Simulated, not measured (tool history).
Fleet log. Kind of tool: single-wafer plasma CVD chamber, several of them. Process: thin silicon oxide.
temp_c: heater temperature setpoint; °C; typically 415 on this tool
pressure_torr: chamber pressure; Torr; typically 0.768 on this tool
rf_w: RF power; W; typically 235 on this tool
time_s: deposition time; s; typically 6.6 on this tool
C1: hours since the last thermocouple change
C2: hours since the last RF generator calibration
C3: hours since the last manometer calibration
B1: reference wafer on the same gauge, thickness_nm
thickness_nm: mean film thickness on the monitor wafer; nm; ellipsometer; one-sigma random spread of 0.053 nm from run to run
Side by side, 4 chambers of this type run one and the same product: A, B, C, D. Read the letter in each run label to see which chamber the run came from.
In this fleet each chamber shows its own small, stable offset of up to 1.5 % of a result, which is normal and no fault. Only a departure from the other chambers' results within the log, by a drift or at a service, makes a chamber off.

Run 1A, hour 4.6: usual settings; C1 1281.0; C2 1164.3; C3 155.7; B1 9.2800. Result: thickness_nm 10.3680 nm.
Run 2D, hour 8.8: usual settings; C1 2024.8; C2 1037.7; C3 621.9; B1 9.2951. Result: thickness_nm 10.1940 nm.
Run 3C, hour 12.1: usual settings; C1 987.7; C2 217.0; C3 584.7; B1 9.2940. Result: thickness_nm 10.4320 nm.
Run 4B, hour 14.6: usual settings; C1 2328.2; C2 1339.7; C3 2327.4; B1 9.2957. Result: thickness_nm 10.3390 nm.
At hour 18.4: chamber B: thermocouple changed; heater temperature recalibrated.
Run 5D, hour 19.1: usual settings; C1 2035.1; C2 1048.0; C3 632.2; B1 9.2925. Result: thickness_nm 10.3190 nm.
Run 6B, hour 23.6: usual settings; C1 5.2; C2 1348.7; C3 2336.4; B1 9.2858. Result: thickness_nm 10.4360 nm.
Run 7A, hour 28.0: usual settings but temp_c 421 °C, pressure_torr 0.679 Torr; C1 1304.4; C2 1187.7; C3 179.1; B1 9.3044. Result: thickness_nm 9.0538 nm.
Run 8C, hour 33.1: usual settings but temp_c 421 °C, pressure_torr 0.679 Torr; C1 1008.7; C2 238.0; C3 605.7; B1 9.3027. Result: thickness_nm 9.1439 nm.
Run 9A, hour 35.9: usual settings but temp_c 421 °C, pressure_torr 0.679 Torr; C1 1312.3; C2 1195.6; C3 187.0; B1 9.3090. Result: thickness_nm 8.9790 nm.
Run 10B, hour 40.0: usual settings but temp_c 421 °C, pressure_torr 0.679 Torr; C1 21.6; C2 1365.1; C3 2352.8; B1 9.2963. Result: thickness_nm 9.1153 nm.
Run 11D, hour 44.4: usual settings; C1 2060.4; C2 1073.3; C3 657.5; B1 9.2921. Result: thickness_nm 10.1120 nm.
Run 12C, hour 47.2: usual settings; C1 1022.8; C2 252.1; C3 619.8; B1 9.2992. Result: thickness_nm 10.4310 nm.
Run 13A, hour 51.1: usual settings; C1 1327.5; C2 1210.8; C3 202.2; B1 9.2934. Result: thickness_nm 10.2980 nm.
Run 14C, hour 55.2: usual settings but pressure_torr 0.889 Torr; C1 1030.8; C2 260.1; C3 627.8; B1 9.3027. Result: thickness_nm 11.8170 nm.
At hour 55.9: chamber B: capacitance manometer re-zeroed and calibrated.
Run 15B, hour 58.0: usual settings but pressure_torr 0.889 Torr; C1 39.6; C2 1383.1; C3 2.2; B1 9.3046. Result: thickness_nm 12.2680 nm.
Run 16D, hour 61.8: usual settings but pressure_torr 0.889 Torr; C1 2077.8; C2 1090.7; C3 674.9; B1 9.2919. Result: thickness_nm 11.5860 nm.
Run 17B, hour 65.7: usual settings but pressure_torr 0.889 Torr; C1 47.3; C2 1390.8; C3 9.9; B1 9.2912. Result: thickness_nm 12.3400 nm.
Run 18C, hour 68.4: usual settings; C1 1044.0; C2 273.3; C3 641.0; B1 9.2968. Result: thickness_nm 10.4020 nm.
Run 19A, hour 73.6: usual settings; C1 1350.0; C2 1233.3; C3 224.7; B1 9.2959. Result: thickness_nm 10.3310 nm.
Run 20D, hour 75.8: usual settings; C1 2091.8; C2 1104.7; C3 688.9; B1 9.2892. Result: thickness_nm 10.3560 nm.
At hour 76.7: chamber D: thermocouple changed; heater temperature recalibrated.
Run 21B, hour 80.6: usual settings; C1 62.2; C2 1405.7; C3 24.8; B1 9.3047. Result: thickness_nm 10.8390 nm.
Run 22D, hour 85.7: usual settings; C1 9.1; C2 1114.6; C3 698.8; B1 9.2995. Result: thickness_nm 10.2970 nm.
Run 23C, hour 88.1: usual settings; C1 1063.7; C2 293.0; C3 660.7; B1 9.3120. Result: thickness_nm 10.3710 nm.
Run 24A, hour 93.0: usual settings; C1 1369.4; C2 1252.7; C3 244.1; B1 9.3009. Result: thickness_nm 10.3500 nm.
Run 25D, hour 98.1: usual settings; C1 21.5; C2 1127.0; C3 711.2; B1 9.2959. Result: thickness_nm 10.2010 nm.
Run 26B, hour 100.8: usual settings but pressure_torr 0.925 Torr, rf_w 200 W; C1 82.4; C2 1425.9; C3 45.0; B1 9.2906. Result: thickness_nm 11.7670 nm.

All chambers now run identical settings, listed one chamber a line with results as question marks. What results will each chamber show?
Run 27A, hour 104.4: usual settings. Result: thickness_nm ?.
Run 27B, hour 104.4: usual settings. Result: thickness_nm ?.
Run 27C, hour 104.4: usual settings. Result: thickness_nm ?.
Run 27D, hour 104.4: usual settings. Result: thickness_nm ?.

run  thickness_nm
27A       10.2010
27B       10.8900
27C       10.3630
27D       10.1950

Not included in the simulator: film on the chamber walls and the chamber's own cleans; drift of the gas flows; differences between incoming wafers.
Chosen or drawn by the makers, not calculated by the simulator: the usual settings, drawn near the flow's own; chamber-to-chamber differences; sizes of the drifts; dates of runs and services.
